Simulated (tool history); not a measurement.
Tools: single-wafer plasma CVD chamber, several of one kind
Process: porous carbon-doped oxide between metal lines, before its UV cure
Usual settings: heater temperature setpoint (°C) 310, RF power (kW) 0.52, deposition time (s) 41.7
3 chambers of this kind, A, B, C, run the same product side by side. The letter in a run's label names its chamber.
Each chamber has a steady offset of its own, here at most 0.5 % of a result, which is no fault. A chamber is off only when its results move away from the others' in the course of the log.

run	hour	heater temperature setpoint (°C)	RF power (kW)	deposition time (s)	read-back reference wafer on the same gauge, thickness_nm	mean film thickness on the monitor wafer (angstrom)
1C	9.9	310	0.52	41.7	244.03	2173.5
2B	18.9	310	0.52	41.7	244.13	2175.1
3A	34	310	0.52	41.7	244	2170.1
4A	49.8	310	0.52	41.7	243.99	2179.7
5B	57.4	310	0.52	41.7	244	2163.2
6C	73	310	0.52	41.7	243.9	2172
7A	88.2	310	0.52	41.7	244.1	2172.1
8B	96.8	310	0.52	41.7	244.04	2171.2
9C	112.2	310	0.475	41.7	243.93	2037.3
10A	119.4	310	0.475	41.7	244	2032.1
11B	131.6	310	0.475	41.7	244.06	2045.2
12C	142.6	310	0.52	41.7	244.02	2165
13C	151.8	310	0.52	41.7	244.01	2168.7
14B	162.9	298	0.52	41.7	244.13	2327.9
15A	174.1	298	0.52	41.7	243.9	2333.8
16C	182.9	298	0.52	41.7	243.92	2316.7
17B	193.3	310	0.52	41.7	244.05	2171.7
18A	202.7	310	0.52	41.7	244.14	2191.5
19C	211.9	310	0.52	41.7	244.07	2171.5
20A	220.1	310	0.52	41.7	244.06	2200.7
21B	227.5	310	0.52	41.7	243.9	2158.3
22A	238.8	316	0.52	39.2	244.01	2001.8
23B	253.6	316	0.52	39.2	244	1981.4
24C	262	316	0.52	39.2	243.89	1982
# hour 266.9: chamber C: RF generator calibrated
# hour 268.3: chamber C: thermocouple changed; heater temperature recalibrated
25B	275.8	310	0.52	41.7	244.01	2170.5
26C	286.1	310	0.48	34.7	243.93	1726.4
27A	298.5	310	0.48	34.7	244.06	1748.2
28A	311.4	310	0.48	34.7	243.94	1750
29C	320.6	310	0.52	41.7	243.82	2172
30B	328	310	0.52	41.7	244	2174.1
31A	342.1	310	0.52	41.7	243.98	2227.2
32B	356.7	310	0.52	41.7	244.02	2170.9
33C	364.6	310	0.52	41.7	243.98	2179.8
34C	372.3	310	0.52	41.7	243.98	2177.6
35B	387.7	310	0.52	41.7	243.96	2167.1
36A	401.6	310	0.52	41.7	244.01	2238.2

All 3 chambers run these settings next. Forecast each chamber's results:
37A	413	310	0.52	41.7		?
37B	413	310	0.52	41.7		?
37C	413	310	0.52	41.7		?

run	mean film thickness on the monitor wafer (angstrom)
37A	2241.1
37B	2168.8
37C	2167.1
